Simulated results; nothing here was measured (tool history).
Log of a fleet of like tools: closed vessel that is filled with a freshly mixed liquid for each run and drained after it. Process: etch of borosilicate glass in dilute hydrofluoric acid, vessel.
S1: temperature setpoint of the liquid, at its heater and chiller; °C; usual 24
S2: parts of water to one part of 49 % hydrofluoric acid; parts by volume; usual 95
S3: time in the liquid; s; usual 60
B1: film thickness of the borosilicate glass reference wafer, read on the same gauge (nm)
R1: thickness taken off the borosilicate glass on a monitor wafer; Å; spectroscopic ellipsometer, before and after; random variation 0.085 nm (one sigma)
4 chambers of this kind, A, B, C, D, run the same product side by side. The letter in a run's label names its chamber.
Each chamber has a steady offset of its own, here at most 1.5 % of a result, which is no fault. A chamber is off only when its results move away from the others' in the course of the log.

{"run": "1D", "hour": 6.0, "S1": 24, "S2": 95, "S3": 60, "B1": 89.997, "R1": 136.04}
{"run": "2C", "hour": 11.4, "S1": 24, "S2": 95, "S3": 60, "B1": 90.008, "R1": 135.47}
{"run": "3B", "hour": 17.9, "S1": 24, "S2": 95, "S3": 60, "B1": 90.017, "R1": 135.81}
{"run": "4A", "hour": 25.8, "S1": 24, "S2": 95, "S3": 60, "B1": 89.982, "R1": 135.18}
{"run": "5A", "hour": 29.2, "S1": 24, "S2": 95, "S3": 60, "B1": 90.002, "R1": 133.67}
{"run": "6C", "hour": 34.0, "S1": 24, "S2": 95, "S3": 60, "B1": 89.99, "R1": 135.83}
{"run": "7D", "hour": 39.3, "S1": 24, "S2": 95, "S3": 60, "B1": 90, "R1": 134.58}
{"run": "8B", "hour": 44.1, "S1": 24, "S2": 95, "S3": 60, "B1": 89.998, "R1": 137.23}
{"run": "9C", "hour": 48.0, "S1": 24, "S2": 95, "S3": 60, "B1": 90.011, "R1": 136.37}
{"run": "10B", "hour": 55.0, "S1": 24, "S2": 95, "S3": 60, "B1": 89.975, "R1": 137.77}
{"run": "11D", "hour": 62.1, "S1": 24, "S2": 95, "S3": 60, "B1": 90.005, "R1": 136.33}
{"run": "12A", "hour": 68.0, "S1": 24, "S2": 95, "S3": 60, "B1": 89.989, "R1": 135.15}
{"run": "13A", "hour": 73.3, "S1": 24, "S2": 95, "S3": 60, "B1": 90.001, "R1": 133.05}
{"run": "14B", "hour": 77.8, "S1": 24, "S2": 95, "S3": 60, "B1": 90.025, "R1": 137.82}
{"run": "15C", "hour": 82.6, "S1": 24, "S2": 95, "S3": 60, "B1": 89.99, "R1": 137.19}
{"run": "16D", "hour": 89.9, "S1": 24, "S2": 95, "S3": 60, "B1": 90.013, "R1": 135.96}
{"run": "17A", "hour": 97.1, "S1": 24, "S2": 95, "S3": 60, "B1": 90.001, "R1": 131.87}
{"run": "18B", "hour": 101.9, "S1": 24, "S2": 95, "S3": 60, "B1": 90.015, "R1": 137.18}
{"run": "19C", "hour": 105.9, "S1": 24, "S2": 95, "S3": 60, "B1": 90.014, "R1": 136.46}
{"hour": 107.9, "done": "chamber B: thermometer replaced"}
{"run": "20D", "hour": 113.6, "S1": 24, "S2": 75, "S3": 60, "B1": 89.998, "R1": 177.9}
{"run": "21B", "hour": 117.3, "S1": 24, "S2": 75, "S3": 60, "B1": 89.984, "R1": 178.19}
{"run": "22A", "hour": 122.2, "S1": 24, "S2": 75, "S3": 60, "B1": 89.989, "R1": 168.23}
{"run": "23D", "hour": 129.4, "S1": 24, "S2": 75, "S3": 60, "B1": 89.985, "R1": 176.85}
{"run": "24C", "hour": 134.8, "S1": 20.5, "S2": 95, "S3": 75, "B1": 89.986, "R1": 148.31}
{"run": "25D", "hour": 139.5, "S1": 20.5, "S2": 95, "S3": 75, "B1": 90.001, "R1": 147.64}
{"run": "26B", "hour": 145.6, "S1": 20.5, "S2": 95, "S3": 75, "B1": 89.973, "R1": 149.48}
{"run": "27A", "hour": 149.5, "S1": 20.5, "S2": 95, "S3": 75, "B1": 90.001, "R1": 137.59}
{"run": "28C", "hour": 154.5, "S1": 24, "S2": 55, "S3": 30, "B1": 89.991, "R1": 124.44}
{"run": "29B", "hour": 160.1, "S1": 24, "S2": 55, "S3": 30, "B1": 90.009, "R1": 122.66}
{"run": "30D", "hour": 164.1, "S1": 24, "S2": 55, "S3": 30, "B1": 89.984, "R1": 125.23}
{"run": "31A", "hour": 170.0, "S1": 24, "S2": 55, "S3": 30, "B1": 90, "R1": 115.59}
{"run": "32C", "hour": 173.9, "S1": 24, "S2": 95, "S3": 60, "B1": 89.988, "R1": 134.42}
{"run": "33B", "hour": 178.1, "S1": 24, "S2": 95, "S3": 60, "B1": 89.992, "R1": 137.73}
{"run": "34D", "hour": 185.1, "S1": 24, "S2": 95, "S3": 60, "B1": 90.007, "R1": 135.63}

Next, every chamber runs the same settings. What will each give?
{"run": "35A", "hour": 190.8, "S1": 20.5, "S2": 95, "S3": 60, "R1": "?"}
{"run": "35B", "hour": 190.8, "S1": 20.5, "S2": 95, "S3": 60, "R1": "?"}
{"run": "35C", "hour": 190.8, "S1": 20.5, "S2": 95, "S3": 60, "R1": "?"}
{"run": "35D", "hour": 190.8, "S1": 20.5, "S2": 95, "S3": 60, "R1": "?"}

run=35A R1=105.97
run=35B R1=118.47
run=35C R1=120.09
run=35D R1=117.19
